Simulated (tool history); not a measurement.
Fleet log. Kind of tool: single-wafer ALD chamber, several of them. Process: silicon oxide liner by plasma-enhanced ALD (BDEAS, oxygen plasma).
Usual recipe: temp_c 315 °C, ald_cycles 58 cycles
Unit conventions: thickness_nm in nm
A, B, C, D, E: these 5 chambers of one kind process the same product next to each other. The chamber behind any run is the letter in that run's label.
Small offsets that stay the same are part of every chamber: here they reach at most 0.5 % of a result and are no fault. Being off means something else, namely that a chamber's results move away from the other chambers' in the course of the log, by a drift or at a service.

run,day,temp_c,ald_cycles,"read-back reference wafer on the same gauge, thickness_nm",thickness_nm
1C,0.121,315,58,5.9311,5.2852
2A,0.267,315,58,5.9313,5.2815
3D,0.442,315,58,5.9324,5.2988
4E,0.6,315,58,5.9355,5.3048
5B,0.792,325,58,5.9355,5.2243
6C,0.908,325,58,5.9344,5.2213
7B,1.154,325,58,5.9351,5.2134
8D,1.304,325,58,5.9368,5.2319
9A,1.483,325,58,5.9397,5.1796
10E,1.604,315,58,5.9374,5.2745
11D,1.746,315,58,5.9386,5.3085
12C,1.925,315,58,5.9396,5.299
13A,2.146,315,58,5.9401,5.2899
14E,2.292,315,58,5.9427,5.2991
15B,2.45,315,58,5.9405,5.3012
16E,2.621,315,58,5.9435,5.2876
17C,2.871,315,58,5.9474,5.2941
18A,3.062,315,58,5.9457,5.2855
19D,3.242,315,58,5.9477,5.3237
20B,3.462,315,58,5.9484,5.3017
21C,3.588,315,58,5.9509,5.2958
22D,3.712,315,58,5.9475,5.3034
23A,3.917,315,58,5.9536,5.2802
24E,4.1,315,58,5.9507,5.3091
25B,4.325,315,58,5.9523,5.3131
26D,4.475,315,58,5.9521,5.3057
27B,4.667,315,58,5.9524,5.3118
28C,4.792,315,58,5.9568,5.3032
29E,5.05,315,58,5.9557,5.3024
30A,5.233,315,58,5.9558,5.2906
31B,5.446,301,66,5.9565,6.1642
32A,5.608,301,66,5.9569,6.1394
33E,5.842,301,66,5.9589,6.1545
34C,5.983,301,66,5.9621,6.1682
35D,6.217,301,66,5.9603,6.1723
36D,6.467,315,58,5.9617,5.3273
37B,6.683,315,58,5.9615,5.3267
38C,6.938,315,58,5.966,5.3225
39A,7.083,315,58,5.9657,5.3084
40E,7.296,315,58,5.9669,5.3167
41E,7.504,315,58,5.9693,5.3262
42A,7.629,315,58,5.9676,5.3016

Does one chamber stand apart from the rest, does the shared gauge drift, or is all well apart from small per-chamber offsets? Give the chamber and the most likely cause, where there is one.

The gauge drifts, so all chambers seem to drift together. No chamber is off.
Likeliest cause: gauge reads high (%) = 0.664.

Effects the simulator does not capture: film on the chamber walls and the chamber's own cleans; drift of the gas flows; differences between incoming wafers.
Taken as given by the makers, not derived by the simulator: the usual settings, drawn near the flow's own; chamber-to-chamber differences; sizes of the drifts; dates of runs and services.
